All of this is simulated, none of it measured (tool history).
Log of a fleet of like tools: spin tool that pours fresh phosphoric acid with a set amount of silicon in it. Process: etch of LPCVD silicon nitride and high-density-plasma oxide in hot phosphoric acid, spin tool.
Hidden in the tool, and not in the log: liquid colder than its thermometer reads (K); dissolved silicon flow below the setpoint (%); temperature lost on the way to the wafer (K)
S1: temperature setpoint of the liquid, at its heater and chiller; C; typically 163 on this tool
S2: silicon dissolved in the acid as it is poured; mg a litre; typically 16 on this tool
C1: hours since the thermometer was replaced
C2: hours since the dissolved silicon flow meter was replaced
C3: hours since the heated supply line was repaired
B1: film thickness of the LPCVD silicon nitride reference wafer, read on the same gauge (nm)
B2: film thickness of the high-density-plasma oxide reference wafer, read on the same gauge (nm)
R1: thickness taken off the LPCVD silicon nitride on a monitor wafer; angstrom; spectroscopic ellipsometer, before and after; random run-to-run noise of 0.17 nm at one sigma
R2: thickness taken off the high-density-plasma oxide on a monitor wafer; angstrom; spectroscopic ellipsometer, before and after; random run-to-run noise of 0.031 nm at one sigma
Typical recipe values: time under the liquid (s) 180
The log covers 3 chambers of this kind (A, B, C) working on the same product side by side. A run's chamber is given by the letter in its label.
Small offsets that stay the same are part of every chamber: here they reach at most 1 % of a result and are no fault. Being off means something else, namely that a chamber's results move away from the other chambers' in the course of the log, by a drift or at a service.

run 1B day=0.308 | S1=163 S2=16 time_under_the_liquid_(s)=180 | C1=158 C2=538.6 C3=1236.2 | B1=110 B2=70.003 | R1=181.22 R2=10.159
run 2A day=0.633 | S1=163 S2=16 time_under_the_liquid_(s)=180 | C1=766.4 C2=861.4 C3=2734.9 | B1=109.95 B2=69.985 | R1=181.1 R2=10.349
-- day=0.896 chamber A: dissolved silicon flow meter replaced
run 3C day=1.204 | S1=163 S2=16 time_under_the_liquid_(s)=180 | C1=890.4 C2=169 C3=1520.1 | B1=109.98 B2=69.998 | R1=177.59 R2=10.434
run 4C day=1.575 | S1=163 S2=16 time_under_the_liquid_(s)=180 | C1=899.3 C2=177.9 C3=1529 | B1=110 B2=69.982 | R1=179.41 R2=10.35
run 5B day=1.954 | S1=163 S2=16 time_under_the_liquid_(s)=180 | C1=197.5 C2=578.1 C3=1275.7 | B1=110.03 B2=70.014 | R1=182.08 R2=10.044
run 6A day=2.242 | S1=163 S2=16 time_under_the_liquid_(s)=180 | C1=805 C2=32.4 C3=2773.5 | B1=110 B2=70.01 | R1=180.08 R2=10.647
run 7B day=2.558 | S1=163 S2=16 time_under_the_liquid_(s)=180 | C1=212 C2=592.6 C3=1290.2 | B1=109.97 B2=69.999 | R1=180.37 R2=10.051
run 8C day=2.904 | S1=163 S2=16 time_under_the_liquid_(s)=180 | C1=931.2 C2=209.8 C3=1560.9 | B1=110 B2=70.024 | R1=179.73 R2=10.834
run 9A day=3.358 | S1=163 S2=16 time_under_the_liquid_(s)=180 | C1=831.8 C2=59.2 C3=2800.3 | B1=109.99 B2=69.975 | R1=182.09 R2=10.453
run 10A day=3.7 | S1=163 S2=21.5 time_under_the_liquid_(s)=180 | C1=840 C2=67.4 C3=2808.5 | B1=109.98 B2=69.985 | R1=179.94 R2=8.9091
run 11C day=4.017 | S1=163 S2=21.5 time_under_the_liquid_(s)=180 | C1=957.9 C2=236.5 C3=1587.6 | B1=109.98 B2=69.999 | R1=179.13 R2=9.2961
run 12B day=4.288 | S1=163 S2=21.5 time_under_the_liquid_(s)=180 | C1=253.5 C2=634.1 C3=1331.7 | B1=109.98 B2=69.984 | R1=182.15 R2=9.1462
run 13C day=4.667 | S1=163 S2=16 time_under_the_liquid_(s)=180 | C1=973.5 C2=252.1 C3=1603.2 | B1=110.01 B2=70.024 | R1=179.65 R2=10.172
run 14B day=5.175 | S1=163 S2=16 time_under_the_liquid_(s)=180 | C1=274.8 C2=655.4 C3=1353 | B1=110.01 B2=70.015 | R1=182.41 R2=10.666
run 15A day=5.508 | S1=161.5 S2=16 time_under_the_liquid_(s)=180 | C1=883.4 C2=110.8 C3=2851.9 | B1=110.02 B2=70.034 | R1=172.4 R2=9.2746
run 16B day=5.967 | S1=161.5 S2=16 time_under_the_liquid_(s)=180 | C1=293.8 C2=674.4 C3=1372 | B1=109.98 B2=70.025 | R1=172.72 R2=9.072
run 17A day=6.279 | S1=161.5 S2=16 time_under_the_liquid_(s)=180 | C1=901.9 C2=129.3 C3=2870.4 | B1=110 B2=70.01 | R1=172.61 R2=9.4756
run 18C day=6.821 | S1=163 S2=16 time_under_the_liquid_(s)=180 | C1=1025.2 C2=303.8 C3=1654.9 | B1=110.02 B2=70.007 | R1=178.31 R2=10.771
run 19B day=7.375 | S1=163 S2=16 time_under_the_liquid_(s)=180 | C1=327.6 C2=708.2 C3=1405.8 | B1=110 B2=69.973 | R1=184.56 R2=10.715
run 20C day=7.658 | S1=163 S2=11.5 time_under_the_liquid_(s)=260 | C1=1045.3 C2=323.9 C3=1675 | B1=110.02 B2=70.004 | R1=260.96 R2=16.428
run 21A day=8.067 | S1=163 S2=11.5 time_under_the_liquid_(s)=260 | C1=944.8 C2=172.2 C3=2913.3 | B1=109.99 B2=69.989 | R1=259.18 R2=15.724
run 22B day=8.483 | S1=163 S2=11.5 time_under_the_liquid_(s)=260 | C1=354.2 C2=734.8 C3=1432.4 | B1=109.99 B2=70.011 | R1=260.89 R2=17.078
run 23A day=9.008 | S1=163 S2=16 time_under_the_liquid_(s)=180 | C1=967.4 C2=194.8 C3=2935.9 | B1=109.96 B2=69.984 | R1=181.09 R2=11.142
run 24C day=9.438 | S1=163 S2=16 time_under_the_liquid_(s)=180 | C1=1088 C2=366.6 C3=1717.7 | B1=110.01 B2=70 | R1=181.11 R2=10.11
-- day=9.712 chamber B: dissolved silicon flow meter replaced
run 25A day=9.729 | S1=163 S2=16 time_under_the_liquid_(s)=180 | C1=984.7 C2=212.1 C3=2953.2 | B1=110.02 B2=70.001 | R1=178.7 R2=10.248
run 26C day=10.129 | S1=163 S2=16 time_under_the_liquid_(s)=180 | C1=1104.6 C2=383.2 C3=1734.3 | B1=109.99 B2=69.987 | R1=177.57 R2=11.045
run 27B day=10.408 | S1=163 S2=5 time_under_the_liquid_(s)=180 | C1=400.4 C2=16.8 C3=1478.6 | B1=109.99 B2=70.013 | R1=178.21 R2=13.272
run 28C day=10.896 | S1=163 S2=5 time_under_the_liquid_(s)=180 | C1=1123 C2=401.6 C3=1752.7 | B1=109.98 B2=70.005 | R1=178.5 R2=12.98
run 29A day=11.492 | S1=163 S2=5 time_under_the_liquid_(s)=180 | C1=1027 C2=254.4 C3=2995.5 | B1=110.01 B2=70.009 | R1=177.61 R2=13.561
run 30B day=12.096 | S1=163 S2=16 time_under_the_liquid_(s)=180 | C1=440.9 C2=57.3 C3=1519.1 | B1=109.99 B2=69.997 | R1=181.1 R2=10.47
run 31C day=12.508 | S1=163 S2=16 time_under_the_liquid_(s)=180 | C1=1161.7 C2=440.3 C3=1791.4 | B1=109.97 B2=69.996 | R1=181.16 R2=10.053
run 32A day=13.1 | S1=163 S2=16 time_under_the_liquid_(s)=180 | C1=1065.6 C2=293 C3=3034.1 | B1=110 B2=69.984 | R1=180.95 R2=10.517
run 33B day=13.571 | S1=163 S2=22 time_under_the_liquid_(s)=280 | C1=476.3 C2=92.7 C3=1554.5 | B1=110.02 B2=69.986 | R1=282.59 R2=13.797
run 34C day=13.838 | S1=163 S2=22 time_under_the_liquid_(s)=280 | C1=1193.6 C2=472.2 C3=1823.3 | B1=109.97 B2=70.011 | R1=281.1 R2=13.261
-- day=14.112 chamber A: heated supply line repaired
run 35A day=14.196 | S1=163 S2=22 time_under_the_liquid_(s)=280 | C1=1091.9 C2=319.3 C3=2.1 | B1=110.01 B2=70.01 | R1=282.23 R2=13.998
run 36B day=14.671 | S1=163 S2=16 time_under_the_liquid_(s)=180 | C1=502.7 C2=119.1 C3=1580.9 | B1=110.02 B2=70 | R1=178.23 R2=10.54
run 37A day=15.25 | S1=163 S2=16 time_under_the_liquid_(s)=180 | C1=1117.2 C2=344.6 C3=27.4 | B1=110 B2=69.981 | R1=179.01 R2=9.9656
run 38C day=15.854 | S1=163 S2=16 time_under_the_liquid_(s)=180 | C1=1242 C2=520.6 C3=1871.7 | B1=110.02 B2=70.022 | R1=179.29 R2=9.8851

One chamber off, gauge drift, or nothing amiss beyond the chambers' own small offsets? If it is a chamber, which one, and what is the likeliest cause?

Nothing is wrong: each chamber keeps only its own small, steady offset and the gauge holds still.

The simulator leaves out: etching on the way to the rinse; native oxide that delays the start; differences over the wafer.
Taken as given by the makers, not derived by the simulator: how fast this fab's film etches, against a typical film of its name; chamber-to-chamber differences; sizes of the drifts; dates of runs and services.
